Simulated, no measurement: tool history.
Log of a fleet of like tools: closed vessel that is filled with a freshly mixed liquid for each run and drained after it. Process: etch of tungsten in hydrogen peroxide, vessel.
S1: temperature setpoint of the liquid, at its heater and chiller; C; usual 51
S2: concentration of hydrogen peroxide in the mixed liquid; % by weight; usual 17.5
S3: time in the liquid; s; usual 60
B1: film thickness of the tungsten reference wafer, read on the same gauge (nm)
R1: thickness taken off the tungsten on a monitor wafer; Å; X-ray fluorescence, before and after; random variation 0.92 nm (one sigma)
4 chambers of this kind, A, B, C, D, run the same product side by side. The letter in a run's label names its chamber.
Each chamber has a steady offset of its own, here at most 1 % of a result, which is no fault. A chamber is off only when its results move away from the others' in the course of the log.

run	day	S1	S2	S3	B1	R1
1A	0.208	51	17.5	60	139.98	1501.7
2B	0.404	51	17.5	60	139.97	1510.9
# day 0.425: chamber D: new drum of peroxide connected
# day 0.608: chamber B: thermometer replaced
3C	0.679	51	17.5	60	140.02	1501
4D	0.838	51	17.5	60	139.97	1492.1
5D	0.971	42	17.5	60	139.99	847.89
6A	1.167	42	17.5	60	139.99	860.73
7C	1.392	42	17.5	60	139.99	862.87
8B	1.542	42	17.5	60	140.02	853.48
9A	1.696	51	17.5	60	140	1507.3
10B	2	59	13.5	60	140	2162.5
11C	2.292	59	13.5	60	140	2145.3
12D	2.571	59	13.5	60	140	2149.2
13C	2.796	59	13.5	60	140	2115.4
14A	3.062	51	17.5	60	140	1486.8
15B	3.204	51	17.5	60	140.01	1512.1
16D	3.371	51	19.5	60	140.03	1579.9
17B	3.554	51	19.5	60	139.98	1598.6
18C	3.804	51	19.5	60	140.04	1584.5
19A	3.988	51	19.5	60	139.99	1570.4
20D	4.171	51	17.5	60	140.02	1503.8
21D	4.429	51	17.5	60	140.01	1494.6
22C	4.6	51	17.5	60	140	1507.8
23A	4.788	51	17.5	60	139.98	1492.4
24B	4.996	51	17.5	60	140	1502.4
25D	5.167	51	17.5	60	140	1492.7
26B	5.312	51	12.5	40	139.97	848.77
27A	5.538	51	12.5	40	140.02	845.92
28C	5.704	51	12.5	40	140	843.83
29B	5.975	51	12.5	40	140.02	850.15
30D	6.262	51	17.5	60	139.98	1488.4
31A	6.421	51	17.5	60	140.01	1475.4
32C	6.596	51	17.5	60	140	1509.1
33C	6.862	51	17.5	60	139.99	1515.8
34B	7.146	51	22	60	140.03	1687.5
35D	7.342	51	22	60	140.03	1675.1
36A	7.638	51	22	60	140.01	1655.4
37D	7.783	51	22	60	140.01	1690.6
38A	8.038	51	17.5	60	139.99	1514
39C	8.188	51	17.5	60	140.02	1508.7
40B	8.383	51	17.5	60	139.99	1516.4

Is one chamber off against the others, does the gauge drift, or is nothing wrong? If a chamber is off, say which, and what the likeliest cause is.

No chamber stands off beyond its own small offset, and the gauge holds steady.
